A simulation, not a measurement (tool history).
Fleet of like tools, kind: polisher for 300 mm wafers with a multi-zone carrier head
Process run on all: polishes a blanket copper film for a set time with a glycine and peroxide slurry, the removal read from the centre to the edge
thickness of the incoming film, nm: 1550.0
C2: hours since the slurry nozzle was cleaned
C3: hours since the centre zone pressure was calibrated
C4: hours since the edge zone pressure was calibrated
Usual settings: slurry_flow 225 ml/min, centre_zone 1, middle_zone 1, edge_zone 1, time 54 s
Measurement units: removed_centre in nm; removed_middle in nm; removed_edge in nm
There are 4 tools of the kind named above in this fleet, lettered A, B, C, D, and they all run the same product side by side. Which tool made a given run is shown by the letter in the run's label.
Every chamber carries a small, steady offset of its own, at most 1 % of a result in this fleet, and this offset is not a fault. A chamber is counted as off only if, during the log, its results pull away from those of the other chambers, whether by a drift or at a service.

{"hour": 0.4, "done": "chamber D: worn pad replaced by a new one"}
{"run": "1A", "hour": 2.9, "slurry_flow": 225, "centre_zone": 1, "middle_zone": 1, "edge_zone": 1, "time": 54, "wafers polished on this pad": 414, "C2": 127.7, "C3": 107.6, "C4": 534, "removed_centre": 386.63, "removed_middle": 378.64, "removed_edge": 393.39}
{"run": "2D", "hour": 6.8, "slurry_flow": 225, "centre_zone": 1, "middle_zone": 1, "edge_zone": 1, "time": 54, "wafers polished on this pad": 79, "C2": 217.5, "C3": 463.4, "C4": 338.9, "removed_centre": 398.43, "removed_middle": 387.01, "removed_edge": 383.08}
{"run": "3C", "hour": 10.6, "slurry_flow": 225, "centre_zone": 1, "middle_zone": 1, "edge_zone": 1, "time": 54, "wafers polished on this pad": 729, "C2": 250.1, "C3": 243.7, "C4": 953.5, "removed_centre": 393.52, "removed_middle": 389.25, "removed_edge": 381.12}
{"run": "4B", "hour": 13.1, "slurry_flow": 225, "centre_zone": 1, "middle_zone": 1, "edge_zone": 1, "time": 54, "wafers polished on this pad": 387, "C2": 119.6, "C3": 728.5, "C4": 296.2, "removed_centre": 386.83, "removed_middle": 388.01, "removed_edge": 381.23}
{"run": "5D", "hour": 16.1, "slurry_flow": 225, "centre_zone": 1, "middle_zone": 1, "edge_zone": 1, "time": 54, "wafers polished on this pad": 192, "C2": 226.8, "C3": 472.7, "C4": 348.2, "removed_centre": 388.29, "removed_middle": 379.77, "removed_edge": 388.24}
{"run": "6C", "hour": 19.9, "slurry_flow": 225, "centre_zone": 1, "middle_zone": 1, "edge_zone": 1, "time": 54, "wafers polished on this pad": 842, "C2": 259.4, "C3": 253, "C4": 962.8, "removed_centre": 386.56, "removed_middle": 392.34, "removed_edge": 384.87}
{"run": "7A", "hour": 23.0, "slurry_flow": 225, "centre_zone": 1, "middle_zone": 1, "edge_zone": 1, "time": 54, "wafers polished on this pad": 659, "C2": 147.8, "C3": 127.7, "C4": 554.1, "removed_centre": 384.55, "removed_middle": 384.69, "removed_edge": 383.82}
{"hour": 25.0, "done": "chamber C: worn pad replaced by a new one"}
{"run": "8B", "hour": 25.6, "slurry_flow": 225, "centre_zone": 1, "middle_zone": 1, "edge_zone": 1, "time": 54, "wafers polished on this pad": 540, "C2": 132.1, "C3": 741, "C4": 308.7, "removed_centre": 387.7, "removed_middle": 386.61, "removed_edge": 375.15}
{"run": "9B", "hour": 28.2, "slurry_flow": 225, "centre_zone": 1, "middle_zone": 1, "edge_zone": 1, "time": 54, "wafers polished on this pad": 572, "C2": 134.7, "C3": 743.6, "C4": 311.3, "removed_centre": 383.28, "removed_middle": 383.57, "removed_edge": 382.9}
{"hour": 30.0, "done": "chamber A: worn pad replaced by a new one"}
{"run": "10D", "hour": 32.0, "slurry_flow": 225, "centre_zone": 1, "middle_zone": 1, "edge_zone": 1.1, "time": 61, "wafers polished on this pad": 386, "C2": 242.7, "C3": 488.6, "C4": 364.1, "removed_centre": 435.09, "removed_middle": 427.74, "removed_edge": 464.36}
{"hour": 34.5, "done": "chamber B: worn pad replaced by a new one"}
{"run": "11C", "hour": 35.9, "slurry_flow": 225, "centre_zone": 1, "middle_zone": 1, "edge_zone": 1.1, "time": 61, "wafers polished on this pad": 133, "C2": 275.4, "C3": 269, "C4": 978.8, "removed_centre": 440.1, "removed_middle": 440.86, "removed_edge": 473.42}
{"run": "12A", "hour": 38.2, "slurry_flow": 225, "centre_zone": 1, "middle_zone": 1, "edge_zone": 1.1, "time": 61, "wafers polished on this pad": 100, "C2": 163, "C3": 142.9, "C4": 569.3, "removed_centre": 429.36, "removed_middle": 434.52, "removed_edge": 462.43}
{"run": "13A", "hour": 41.2, "slurry_flow": 225, "centre_zone": 1, "middle_zone": 1, "edge_zone": 1.1, "time": 61, "wafers polished on this pad": 136, "C2": 166, "C3": 145.9, "C4": 572.3, "removed_centre": 431.43, "removed_middle": 441.96, "removed_edge": 457.4}
{"hour": 42.3, "done": "chamber A: edge zone pressure recalibrated"}
{"hour": 44.2, "done": "chamber B: edge zone pressure recalibrated"}
{"run": "14C", "hour": 44.7, "slurry_flow": 255, "centre_zone": 1, "middle_zone": 1, "edge_zone": 0.9, "time": 54, "wafers polished on this pad": 241, "C2": 284.2, "C3": 277.8, "C4": 987.6, "removed_centre": 395.16, "removed_middle": 393.34, "removed_edge": 366.15}
{"run": "15B", "hour": 48.7, "slurry_flow": 255, "centre_zone": 1, "middle_zone": 1, "edge_zone": 0.9, "time": 54, "wafers polished on this pad": 173, "C2": 155.2, "C3": 764.1, "C4": 4.6, "removed_centre": 392.69, "removed_middle": 386.73, "removed_edge": 366.65}
{"run": "16D", "hour": 51.5, "slurry_flow": 255, "centre_zone": 1, "middle_zone": 1, "edge_zone": 0.9, "time": 54, "wafers polished on this pad": 625, "C2": 262.2, "C3": 508.1, "C4": 383.6, "removed_centre": 388.37, "removed_middle": 379.51, "removed_edge": 367.66}
{"run": "17B", "hour": 53.8, "slurry_flow": 255, "centre_zone": 1, "middle_zone": 1, "edge_zone": 0.9, "time": 54, "wafers polished on this pad": 235, "C2": 160.3, "C3": 769.2, "C4": 9.7, "removed_centre": 389.97, "removed_middle": 391.82, "removed_edge": 361.74}
{"run": "18C", "hour": 57.5, "slurry_flow": 225, "centre_zone": 1, "middle_zone": 1, "edge_zone": 1, "time": 54, "wafers polished on this pad": 397, "C2": 297, "C3": 290.6, "C4": 1000.4, "removed_centre": 391.53, "removed_middle": 395.11, "removed_edge": 392.66}
{"run": "19D", "hour": 61.2, "slurry_flow": 225, "centre_zone": 1, "middle_zone": 1.04, "edge_zone": 1, "time": 54, "wafers polished on this pad": 743, "C2": 271.9, "C3": 517.8, "C4": 393.3, "removed_centre": 378.64, "removed_middle": 390.72, "removed_edge": 367.16}
{"run": "20A", "hour": 65.3, "slurry_flow": 225, "centre_zone": 1, "middle_zone": 1.04, "edge_zone": 1, "time": 54, "wafers polished on this pad": 431, "C2": 190.1, "C3": 170, "C4": 23, "removed_centre": 381.42, "removed_middle": 397.86, "removed_edge": 380.52}
{"run": "21D", "hour": 69.3, "slurry_flow": 225, "centre_zone": 1, "middle_zone": 1.04, "edge_zone": 1, "time": 54, "wafers polished on this pad": 842, "C2": 280, "C3": 525.9, "C4": 401.4, "removed_centre": 371.35, "removed_middle": 375, "removed_edge": 368.99}
{"run": "22B", "hour": 73.3, "slurry_flow": 225, "centre_zone": 1, "middle_zone": 1.04, "edge_zone": 1, "time": 54, "wafers polished on this pad": 473, "C2": 179.8, "C3": 788.7, "C4": 29.2, "removed_centre": 384.2, "removed_middle": 397.39, "removed_edge": 382.37}
{"run": "23A", "hour": 77.6, "slurry_flow": 225, "centre_zone": 1, "middle_zone": 1, "edge_zone": 1, "time": 54, "wafers polished on this pad": 581, "C2": 202.4, "C3": 182.3, "C4": 35.3, "removed_centre": 393.83, "removed_middle": 389.24, "removed_edge": 379.05}
{"run": "24C", "hour": 81.6, "slurry_flow": 225, "centre_zone": 1, "middle_zone": 1, "edge_zone": 1, "time": 54, "wafers polished on this pad": 691, "C2": 321.1, "C3": 314.7, "C4": 1024.5, "removed_centre": 387.72, "removed_middle": 393.32, "removed_edge": 400.24}
{"run": "25A", "hour": 84.3, "slurry_flow": 225, "centre_zone": 1, "middle_zone": 1, "edge_zone": 1, "time": 54, "wafers polished on this pad": 663, "C2": 209.1, "C3": 189, "C4": 42, "removed_centre": 391.4, "removed_middle": 389.75, "removed_edge": 385.63}

The same settings go to every chamber for the next run, one line per chamber below. Forecast the results for each:
{"run": "26A", "hour": 87.3, "slurry_flow": 225, "centre_zone": 1, "middle_zone": 0.91, "edge_zone": 1, "time": 54, "removed_centre": "?", "removed_middle": "?", "removed_edge": "?"}
{"run": "26B", "hour": 87.3, "slurry_flow": 225, "centre_zone": 1, "middle_zone": 0.91, "edge_zone": 1, "time": 54, "removed_centre": "?", "removed_middle": "?", "removed_edge": "?"}
{"run": "26C", "hour": 87.3, "slurry_flow": 225, "centre_zone": 1, "middle_zone": 0.91, "edge_zone": 1, "time": 54, "removed_centre": "?", "removed_middle": "?", "removed_edge": "?"}
{"run": "26D", "hour": 87.3, "slurry_flow": 225, "centre_zone": 1, "middle_zone": 0.91, "edge_zone": 1, "time": 54, "removed_centre": "?", "removed_middle": "?", "removed_edge": "?"}

run=26A removed_centre=386.84 removed_middle=351.31 removed_edge=374.38
run=26B removed_centre=382.15 removed_middle=353.69 removed_edge=380.21
run=26C removed_centre=379.11 removed_middle=354.89 removed_edge=387.03
run=26D removed_centre=367.4 removed_middle=332.47 removed_edge=375.78
